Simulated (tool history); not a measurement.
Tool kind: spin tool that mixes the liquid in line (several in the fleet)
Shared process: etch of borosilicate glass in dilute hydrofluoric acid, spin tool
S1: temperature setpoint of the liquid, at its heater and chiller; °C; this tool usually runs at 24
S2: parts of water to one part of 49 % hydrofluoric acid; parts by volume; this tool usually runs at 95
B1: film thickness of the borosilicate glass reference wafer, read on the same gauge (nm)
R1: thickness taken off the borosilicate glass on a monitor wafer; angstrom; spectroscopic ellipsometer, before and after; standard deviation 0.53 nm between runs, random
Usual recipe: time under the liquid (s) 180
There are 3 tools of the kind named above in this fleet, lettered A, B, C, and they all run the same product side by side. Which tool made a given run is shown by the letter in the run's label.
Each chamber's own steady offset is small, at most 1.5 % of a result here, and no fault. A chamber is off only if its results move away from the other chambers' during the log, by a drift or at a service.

run 1A hour=3.1 | S1=24 S2=95 time_under_the_liquid_(s)=180 | B1=130 | R1=527.45
run 2C hour=6.7 | S1=24 S2=95 time_under_the_liquid_(s)=180 | B1=130 | R1=530.43
run 3B hour=8.8 | S1=24 S2=95 time_under_the_liquid_(s)=180 | B1=129.97 | R1=536.28
run 4C hour=11.5 | S1=24 S2=95 time_under_the_liquid_(s)=180 | B1=130.02 | R1=531.23
run 5A hour=15.6 | S1=24 S2=95 time_under_the_liquid_(s)=180 | B1=130 | R1=525.29
run 6B hour=19.9 | S1=24 S2=95 time_under_the_liquid_(s)=180 | B1=129.98 | R1=531.49
run 7B hour=24.1 | S1=24 S2=95 time_under_the_liquid_(s)=180 | B1=129.98 | R1=531.29
run 8A hour=27.5 | S1=24 S2=95 time_under_the_liquid_(s)=180 | B1=130.01 | R1=522.65
run 9C hour=32 | S1=24 S2=95 time_under_the_liquid_(s)=180 | B1=129.99 | R1=533.46
run 10B hour=35 | S1=24 S2=95 time_under_the_liquid_(s)=180 | B1=129.98 | R1=526.11
run 11C hour=38.7 | S1=24 S2=95 time_under_the_liquid_(s)=180 | B1=129.98 | R1=529.02
run 12A hour=43.1 | S1=24 S2=95 time_under_the_liquid_(s)=245 | B1=130.01 | R1=726.33
run 13C hour=45.7 | S1=24 S2=95 time_under_the_liquid_(s)=245 | B1=130 | R1=723.13
run 14B hour=48.2 | S1=24 S2=95 time_under_the_liquid_(s)=245 | B1=130 | R1=720.2
run 15A hour=51.2 | S1=24 S2=95 time_under_the_liquid_(s)=180 | B1=130.01 | R1=528.74
run 16B hour=53.9 | S1=24 S2=95 time_under_the_liquid_(s)=180 | B1=130.02 | R1=520.42
run 17A hour=56.5 | S1=24 S2=95 time_under_the_liquid_(s)=180 | B1=130 | R1=523.1
run 18C hour=59.2 | S1=24 S2=95 time_under_the_liquid_(s)=180 | B1=130 | R1=546.9
run 19C hour=62.1 | S1=24 S2=95 time_under_the_liquid_(s)=180 | B1=130.02 | R1=536.03
run 20A hour=65.6 | S1=24 S2=95 time_under_the_liquid_(s)=180 | B1=130.03 | R1=527.12
run 21B hour=67.7 | S1=24 S2=95 time_under_the_liquid_(s)=180 | B1=130.04 | R1=517.83
run 22B hour=71.9 | S1=24 S2=95 time_under_the_liquid_(s)=180 | B1=130.02 | R1=516.66
run 23C hour=75.4 | S1=24 S2=95 time_under_the_liquid_(s)=180 | B1=130 | R1=536.19
run 24A hour=79.9 | S1=24 S2=95 time_under_the_liquid_(s)=180 | B1=130 | R1=526.23
run 25C hour=83.8 | S1=24 S2=95 time_under_the_liquid_(s)=180 | B1=130.01 | R1=528.61
run 26A hour=87.2 | S1=24 S2=95 time_under_the_liquid_(s)=180 | B1=129.99 | R1=530.01
run 27B hour=89.7 | S1=28 S2=50 time_under_the_liquid_(s)=180 | B1=129.98 | R1=1183.2
run 28B hour=93.7 | S1=28 S2=50 time_under_the_liquid_(s)=180 | B1=130.01 | R1=1209.8
run 29C hour=96.2 | S1=28 S2=50 time_under_the_liquid_(s)=180 | B1=129.97 | R1=1239.9
-- hour=97.1 chamber C: thermometer replaced
run 30A hour=98.3 | S1=24 S2=95 time_under_the_liquid_(s)=180 | B1=129.97 | R1=533.17
run 31C hour=102.7 | S1=24 S2=95 time_under_the_liquid_(s)=180 | B1=130.01 | R1=525.02
run 32B hour=106.6 | S1=24 S2=95 time_under_the_liquid_(s)=180 | B1=129.98 | R1=493.75
run 33A hour=110.2 | S1=24 S2=95 time_under_the_liquid_(s)=180 | B1=130 | R1=523.33
run 34A hour=112.4 | S1=24 S2=95 time_under_the_liquid_(s)=145 | B1=130 | R1=417.16
run 35C hour=116.8 | S1=24 S2=95 time_under_the_liquid_(s)=145 | B1=130.01 | R1=429.55
run 36B hour=119 | S1=24 S2=95 time_under_the_liquid_(s)=145 | B1=129.97 | R1=398.07
run 37B hour=123.5 | S1=21 S2=55 time_under_the_liquid_(s)=180 | B1=130.03 | R1=783.08
run 38C hour=126.8 | S1=21 S2=55 time_under_the_liquid_(s)=180 | B1=130.03 | R1=856.39
run 39A hour=130.9 | S1=21 S2=55 time_under_the_liquid_(s)=180 | B1=130.01 | R1=868.84
run 40C hour=133.8 | S1=24 S2=95 time_under_the_liquid_(s)=180 | B1=130.01 | R1=536.26
run 41B hour=136.5 | S1=24 S2=95 time_under_the_liquid_(s)=180 | B1=129.97 | R1=482.14
run 42A hour=139.4 | S1=24 S2=95 time_under_the_liquid_(s)=180 | B1=130.01 | R1=531.73
run 43A hour=141.9 | S1=24 S2=95 time_under_the_liquid_(s)=180 | B1=130.03 | R1=522.49
run 44B hour=145 | S1=24 S2=95 time_under_the_liquid_(s)=180 | B1=129.98 | R1=484.79

Next, every chamber runs the same settings. What will each give?
run 45A hour=148.2 | S1=24 S2=95 time_under_the_liquid_(s)=145 | R1=?
run 45B hour=148.2 | S1=24 S2=95 time_under_the_liquid_(s)=145 | R1=?
run 45C hour=148.2 | S1=24 S2=95 time_under_the_liquid_(s)=145 | R1=?

run=45A R1=424.03
run=45B R1=388.65
run=45C R1=434.36

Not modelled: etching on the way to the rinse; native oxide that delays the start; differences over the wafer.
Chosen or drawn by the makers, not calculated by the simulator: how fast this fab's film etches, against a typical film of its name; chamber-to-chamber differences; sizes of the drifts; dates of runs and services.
